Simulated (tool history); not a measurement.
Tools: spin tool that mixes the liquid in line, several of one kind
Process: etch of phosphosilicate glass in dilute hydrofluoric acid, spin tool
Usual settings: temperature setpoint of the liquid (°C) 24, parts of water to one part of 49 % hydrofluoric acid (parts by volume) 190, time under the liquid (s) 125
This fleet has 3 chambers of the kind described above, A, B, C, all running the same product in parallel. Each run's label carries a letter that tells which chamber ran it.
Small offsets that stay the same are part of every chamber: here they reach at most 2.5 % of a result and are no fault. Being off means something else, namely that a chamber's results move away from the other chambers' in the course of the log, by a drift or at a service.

| run | hour | temperature setpoint of the liquid (°C) | parts of water to one part of 49 % hydrofluoric acid (parts by volume) | time under the liquid (s) | hours since the thermometer was replaced | hours since the hydrofluoric acid flow meter was replaced | read-back film thickness of the phosphosilicate glass reference wafer, read on the same gauge (nm) | thickness taken off the phosphosilicate glass on a monitor wafer (angstrom) |
|---|---|---|---|---|---|---|---|---|
| 1B | 11.4 | 24 | 190 | 125 | 342.5 | 216.8 | 59.958 | 349.71 |
| 2C | 22.3 | 24 | 190 | 125 | 1694.7 | 1237.2 | 59.993 | 354.51 |
| 3A | 34.8 | 24 | 190 | 125 | 768.5 | 151.2 | 60.013 | 359.34 |
| 4C | 46.5 | 24 | 190 | 125 | 1718.9 | 1261.4 | 59.999 | 360.37 |
| 5A | 61.1 | 24 | 190 | 125 | 794.8 | 177.5 | 60.001 | 362.29 |
| 6B | 72.9 | 24 | 190 | 125 | 404 | 278.3 | 60.002 | 353.78 |
| 7A | 83.5 | 24 | 190 | 60 | 817.2 | 199.9 | 59.996 | 174.92 |
| 8B | 96.5 | 24 | 190 | 60 | 427.6 | 301.9 | 60.018 | 169.45 |
| 9C | 108.8 | 24 | 190 | 60 | 1781.2 | 1323.7 | 60.027 | 173.76 |
| 10C | 118.7 | 24 | 190 | 125 | 1791.1 | 1333.6 | 60.021 | 353.62 |
| 11B | 133.3 | 24 | 190 | 125 | 464.4 | 338.7 | 60.005 | 346.29 |
| 12A | 144.4 | 24 | 190 | 125 | 878.1 | 260.8 | 59.995 | 362.03 |
| 13C | 154.7 | 24 | 190 | 125 | 1827.1 | 1369.6 | 60.001 | 354.18 |
| 14A | 162.9 | 24 | 190 | 125 | 896.6 | 279.3 | 59.978 | 358.24 |
| 15B | 178.6 | 24 | 190 | 125 | 509.7 | 384 | 59.985 | 357.53 |
| 16B | 190.6 | 24 | 190 | 125 | 521.7 | 396 | 60.056 | 352.5 |
| 17C | 205.2 | 24 | 190 | 125 | 1877.6 | 1420.1 | 59.958 | 358.22 |
| 18A | 218.7 | 24 | 190 | 125 | 952.4 | 335.1 | 60.003 | 357.74 |
| 19B | 232.9 | 24 | 110 | 85 | 564 | 438.3 | 59.987 | 451 |
| 20A | 242.6 | 24 | 110 | 85 | 976.3 | 359 | 60.004 | 455.98 |
| 21C | 257.3 | 24 | 110 | 85 | 1929.7 | 1472.2 | 59.993 | 465.96 |
|  | 264 | chamber B: hydrofluoric acid flow meter replaced |
| 22A | 264.5 | 24 | 190 | 125 | 998.2 | 380.9 | 59.981 | 345.78 |
| 23B | 278.2 | 20.5 | 190 | 190 | 609.3 | 14.2 | 59.99 | 477.49 |
| 24C | 289.7 | 20.5 | 190 | 190 | 1962.1 | 1504.6 | 59.979 | 467.95 |
| 25B | 302.9 | 20.5 | 190 | 190 | 634 | 38.9 | 60.012 | 465.22 |
| 26A | 316.5 | 24 | 190 | 125 | 1050.2 | 432.9 | 59.985 | 345.44 |
| 27C | 324.7 | 24 | 190 | 125 | 1997.1 | 1539.6 | 60.031 | 352.89 |
| 28C | 332.6 | 24 | 190 | 125 | 2005 | 1547.5 | 60.014 | 355.7 |
| 29B | 341.8 | 19 | 190 | 125 | 672.9 | 77.8 | 59.998 | 294.07 |

Which is it: a chamber that has drifted or been left off by a service, a gauge drift common to all chambers, or only each chamber's usual small offset? If a chamber is off, name it and its likeliest cause.

One chamber, A, drifts off from the rest bit by bit.
Likeliest cause: hydrofluoric acid flow below the setpoint (%) = 5.83.
From this log alone, it may not be told apart from: liquid colder than its thermometer reads (K).

Here are 4 candidates for chamber A's next run, each the usual settings with a change, their results left as question marks. Which one brings its results back in line with what the others give on the usual settings?
In line here means within this much of the mean the other chambers give on the usual settings: thickness taken off the phosphosilicate glass on a monitor wafer (angstrom) 12
| 30A-1 | 353.6 | 24 | 190 | 130 |  |  |  | ? |
| 30A-2 | 353.6 | 24 | 175 | 125 |  |  |  | ? |
| 30A-3 | 353.6 | 24 | 205 | 125 |  |  |  | ? |
| 30A-4 | 353.6 | 24 | 190 | 120 |  |  |  | ? |

On the usual settings, the other chambers give on average: thickness taken off the phosphosilicate glass on a monitor wafer (angstrom) 355.2
| run | thickness taken off the phosphosilicate glass on a monitor wafer (angstrom) |
|---|---|
| 30A-1 | 354.23 |
| 30A-2 | 376.82 |
| 30A-3 | 309.95 |
| 30A-4 | 326.98 |
With 30A-1, the chamber falls back in line with the rest.
